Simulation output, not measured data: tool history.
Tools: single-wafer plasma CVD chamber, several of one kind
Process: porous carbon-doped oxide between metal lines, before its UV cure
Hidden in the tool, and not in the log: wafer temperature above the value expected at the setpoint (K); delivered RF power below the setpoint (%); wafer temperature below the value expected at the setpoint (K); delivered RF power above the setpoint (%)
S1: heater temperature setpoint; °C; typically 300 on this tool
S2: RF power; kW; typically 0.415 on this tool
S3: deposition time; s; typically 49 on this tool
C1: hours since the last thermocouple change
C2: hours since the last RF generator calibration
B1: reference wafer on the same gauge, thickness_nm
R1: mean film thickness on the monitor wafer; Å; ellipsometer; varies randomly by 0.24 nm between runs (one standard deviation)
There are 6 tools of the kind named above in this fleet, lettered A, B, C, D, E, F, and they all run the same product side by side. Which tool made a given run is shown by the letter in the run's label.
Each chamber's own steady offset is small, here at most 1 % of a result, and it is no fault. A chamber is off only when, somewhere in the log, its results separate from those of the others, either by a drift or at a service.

run	hour	S1	S2	S3	C1	C2	B1	R1
1F	7	300	0.415	49	1558.1	635.1	222.94	2275.9
2C	13.7	300	0.415	49	450.5	842.1	222.92	2289.9
3E	19.9	300	0.415	49	981.5	648.3	222.93	2267.7
4D	28.5	300	0.415	49	1737.1	840.3	222.88	2262.7
5B	35.6	300	0.415	49	275.8	1412.7	222.89	2282.6
6A	45.6	300	0.415	49	380.5	1075.8	222.85	2276.5
7A	50.7	300	0.415	49	385.6	1080.9	222.81	2275.9
8C	58.6	300	0.415	49	495.4	887	222.84	2289.9
9F	63.3	300	0.415	49	1614.4	691.4	222.84	2275.2
10B	73.9	300	0.415	49	314.1	1451	222.68	2277.6
11D	82.6	300	0.415	49	1791.2	894.4	222.68	2257.8
12E	88.6	300	0.445	49	1050.2	717	222.74	2387.7
13C	98.3	300	0.445	49	535.1	926.7	222.69	2410.3
14F	107.2	300	0.445	49	1658.3	735.3	222.65	2398.7
15A	112.7	300	0.445	49	447.6	1142.9	222.65	2398.4
16D	117.7	300	0.445	49	1826.3	929.5	222.6	2390.7
# hour 121.5: chamber E: thermocouple changed; heater temperature recalibrated
17B	128.1	300	0.445	49	368.3	1505.2	222.6	2405.4
18E	134.6	300	0.415	49	13.2	763	222.55	2263.3
# hour 136.7: chamber D: thermocouple changed; heater temperature recalibrated
19F	141.9	286	0.415	49	1693	770	222.54	2471.6
20E	147.4	286	0.415	49	26	775.8	222.48	2457
21A	156	286	0.415	49	490.9	1186.2	222.51	2471.6
22D	166	286	0.415	49	29.3	977.8	222.43	2454.5
23B	171.2	286	0.415	49	411.4	1548.3	222.39	2474.6
24C	178.3	286	0.415	49	615.1	1006.7	222.38	2480.3
25F	184.1	309	0.415	49	1735.2	812.2	222.4	2159.8
26A	192.4	309	0.415	49	527.3	1222.6	222.37	2160.1
27C	201.3	309	0.415	49	638.1	1029.7	222.31	2168.9
28B	209.9	309	0.415	49	450.1	1587	222.31	2165.6
29E	217.2	309	0.415	49	95.8	845.6	222.32	2149.1
30D	223.4	309	0.415	49	86.7	1035.2	222.21	2147.1
31B	231.7	300	0.415	49	471.9	1608.8	222.24	2273.6
32C	241.6	300	0.415	49	678.4	1070	222.2	2280.7
33E	246.7	300	0.415	49	125.3	875.1	222.12	2262.8
34D	252.6	300	0.415	54.1	115.9	1064.4	222.12	2487.2
35F	259.3	300	0.415	54.1	1810.4	887.4	222.12	2496.8
36A	265.3	300	0.415	54.1	600.2	1295.5	222.06	2496.6
37D	273.6	300	0.415	54.1	136.9	1085.4	222.06	2485.1

Read the log: is a single chamber off, either drifting away or since a service, is the gauge that measures every chamber drifting, or is nothing wrong beyond small per-chamber offsets? Name any odd chamber and what most likely caused it.

The gauge drifts, so all chambers seem to drift together. No chamber is off.
Likeliest cause: gauge reads low (%) = 0.428.

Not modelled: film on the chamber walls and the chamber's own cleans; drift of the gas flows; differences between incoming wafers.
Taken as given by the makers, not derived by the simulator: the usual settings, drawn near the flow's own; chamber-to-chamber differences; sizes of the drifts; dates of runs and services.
